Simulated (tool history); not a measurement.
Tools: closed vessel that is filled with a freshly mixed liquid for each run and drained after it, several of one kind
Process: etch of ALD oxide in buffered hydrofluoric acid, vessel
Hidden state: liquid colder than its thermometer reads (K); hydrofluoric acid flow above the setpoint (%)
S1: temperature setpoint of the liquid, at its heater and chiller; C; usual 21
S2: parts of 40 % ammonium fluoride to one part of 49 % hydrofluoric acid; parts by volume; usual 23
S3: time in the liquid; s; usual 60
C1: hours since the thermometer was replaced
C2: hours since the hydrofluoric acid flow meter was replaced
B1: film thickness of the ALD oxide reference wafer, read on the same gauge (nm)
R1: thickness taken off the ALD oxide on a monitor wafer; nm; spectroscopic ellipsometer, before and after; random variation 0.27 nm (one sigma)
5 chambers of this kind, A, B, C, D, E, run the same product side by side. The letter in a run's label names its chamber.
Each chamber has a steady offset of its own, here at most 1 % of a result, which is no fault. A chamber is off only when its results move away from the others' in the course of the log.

Run 1A, hour 6.7: usual settings; C1 1469.4; C2 254.8; B1 119.98. Result: R1 54.637 nm.
Run 2E, hour 16.4: usual settings; C1 490.8; C2 458.1; B1 120. Result: R1 54.158 nm.
Run 3C, hour 31: usual settings; C1 993.9; C2 446.9; B1 120.02. Result: R1 54.755 nm.
At hour 45: chamber A: thermometer replaced.
Run 4D, hour 45: usual settings; C1 594.2; C2 499.3; B1 120.03. Result: R1 54.51 nm.
Run 5B, hour 58.6: usual settings; C1 2438.6; C2 337; B1 119.98. Result: R1 54.891 nm.
Run 6E, hour 69.3: usual settings but S1 25.5 C; C1 543.7; C2 511; B1 120.01. Result: R1 68.621 nm.
Run 7A, hour 81.2: usual settings but S1 25.5 C; C1 36.2; C2 329.3; B1 120.03. Result: R1 69.876 nm.
Run 8B, hour 94.7: usual settings but S1 25.5 C; C1 2474.7; C2 373.1; B1 119.97. Result: R1 71.283 nm.
Run 9D, hour 109.5: usual settings but S1 25.5 C; C1 658.7; C2 563.8; B1 120.01. Result: R1 70.936 nm.
Run 10C, hour 118.5: usual settings but S1 25.5 C; C1 1081.4; C2 534.4; B1 120. Result: R1 70.262 nm.
Run 11B, hour 125.2: usual settings; C1 2505.2; C2 403.6; B1 120.03. Result: R1 55.241 nm.
Run 12C, hour 138.8: usual settings; C1 1101.7; C2 554.7; B1 120.01. Result: R1 54.591 nm.
Run 13A, hour 152.2: usual settings; C1 107.2; C2 400.3; B1 119.99. Result: R1 54.95 nm.
Run 14D, hour 160.3: usual settings but S2 19 parts by volume, S3 70 s; C1 709.5; C2 614.6; B1 119.98. Result: R1 74.06 nm.
Run 15E, hour 172.8: usual settings but S2 19 parts by volume, S3 70 s; C1 647.2; C2 614.5; B1 120.06. Result: R1 72.983 nm.
Run 16C, hour 186: usual settings but S2 19 parts by volume, S3 70 s; C1 1148.9; C2 601.9; B1 120.01. Result: R1 74.361 nm.
At hour 193.4: chamber D: hydrofluoric acid flow meter replaced.
Run 17B, hour 200.1: usual settings but S2 19 parts by volume, S3 70 s; C1 2580.1; C2 478.5; B1 120. Result: R1 74.33 nm.
Run 18E, hour 212.6: usual settings but S2 19 parts by volume, S3 70 s; C1 687; C2 654.3; B1 119.98. Result: R1 73.468 nm.
Run 19D, hour 220.6: usual settings; C1 769.8; C2 27.2; B1 120.04. Result: R1 54.638 nm.
Run 20A, hour 234.8: usual settings; C1 189.8; C2 482.9; B1 119.98. Result: R1 55.81 nm.
Run 21A, hour 248.9: usual settings; C1 203.9; C2 497; B1 120.01. Result: R1 55.873 nm.
Run 22B, hour 257.9: usual settings; C1 2637.9; C2 536.3; B1 120.01. Result: R1 55.126 nm.
Run 23D, hour 266.7: usual settings but S1 25 C; C1 815.9; C2 73.3; B1 120.02. Result: R1 68.925 nm.
At hour 271: chamber B: thermometer replaced.
Run 24C, hour 281.2: usual settings but S1 25 C; C1 1244.1; C2 697.1; B1 120. Result: R1 67.832 nm.
Run 25E, hour 295.2: usual settings but S1 25 C; C1 769.6; C2 736.9; B1 119.98. Result: R1 67.683 nm.
Run 26E, hour 305.1: usual settings but S1 25 C; C1 779.5; C2 746.8; B1 119.99. Result: R1 67.517 nm.
Run 27B, hour 311.9: usual settings but S1 25 C; C1 40.9; C2 590.3; B1 120.01. Result: R1 69.33 nm.
Run 28D, hour 325.5: usual settings; C1 874.7; C2 132.1; B1 120.02. Result: R1 55.721 nm.
Run 29A, hour 335.4: usual settings; C1 290.4; C2 583.5; B1 120.01. Result: R1 56.685 nm.
Run 30C, hour 342.1: usual settings; C1 1305; C2 758; B1 120.03. Result: R1 54.984 nm.
Run 31C, hour 351.3: usual settings; C1 1314.2; C2 767.2; B1 120.04. Result: R1 54.448 nm.
Run 32D, hour 359.4: usual settings; C1 908.6; C2 166; B1 120.02. Result: R1 55.087 nm.
Run 33B, hour 371.3: usual settings; C1 100.3; C2 649.7; B1 120. Result: R1 54.915 nm.
Run 34E, hour 381: usual settings but S2 14.5 parts by volume, S3 30 s; C1 855.4; C2 822.7; B1 120.01. Result: R1 40.918 nm.
Run 35A, hour 390.2: usual settings but S2 14.5 parts by volume, S3 30 s; C1 345.2; C2 638.3; B1 120. Result: R1 44.737 nm.
Run 36B, hour 397.6: usual settings but S2 14.5 parts by volume, S3 30 s; C1 126.6; C2 676; B1 120.02. Result: R1 41.571 nm.
Run 37D, hour 404.1: usual settings but S2 14.5 parts by volume, S3 30 s; C1 953.3; C2 210.7; B1 119.98. Result: R1 41.164 nm.

What goes on in this fleet: one chamber off, a drifting gauge, or nothing beyond the chambers' own small offsets? Name the chamber and the cause, if any.

Chamber A drifts away from the others.
Cause: hydrofluoric acid flow above the setpoint (%) = 8.5.
The log may not tell that from: liquid hotter than its thermometer reads (K).

Here are 4 candidates for chamber A's next run, each the usual settings with a change, their results left as question marks. Which one brings its results back in line with what the others give on the usual settings?
In line means no further than this from the other chambers' mean on the usual settings: R1 0.95 nm
Run 38A-1, hour 414.7: usual settings but S2 23.5 parts by volume. Result: R1 ?.
Run 38A-2, hour 414.7: usual settings but S2 22.5 parts by volume. Result: R1 ?.
Run 38A-3, hour 414.7: usual settings but S1 22 C. Result: R1 ?.
Run 38A-4, hour 414.7: usual settings but S2 24.5 parts by volume. Result: R1 ?.

The other chambers' mean on the usual settings: R1 54.772 nm
  run      R1
38A-1  56.602
38A-2  58.344
38A-3  60.745
38A-4  54.983
38A-4 brings the chamber back in line.
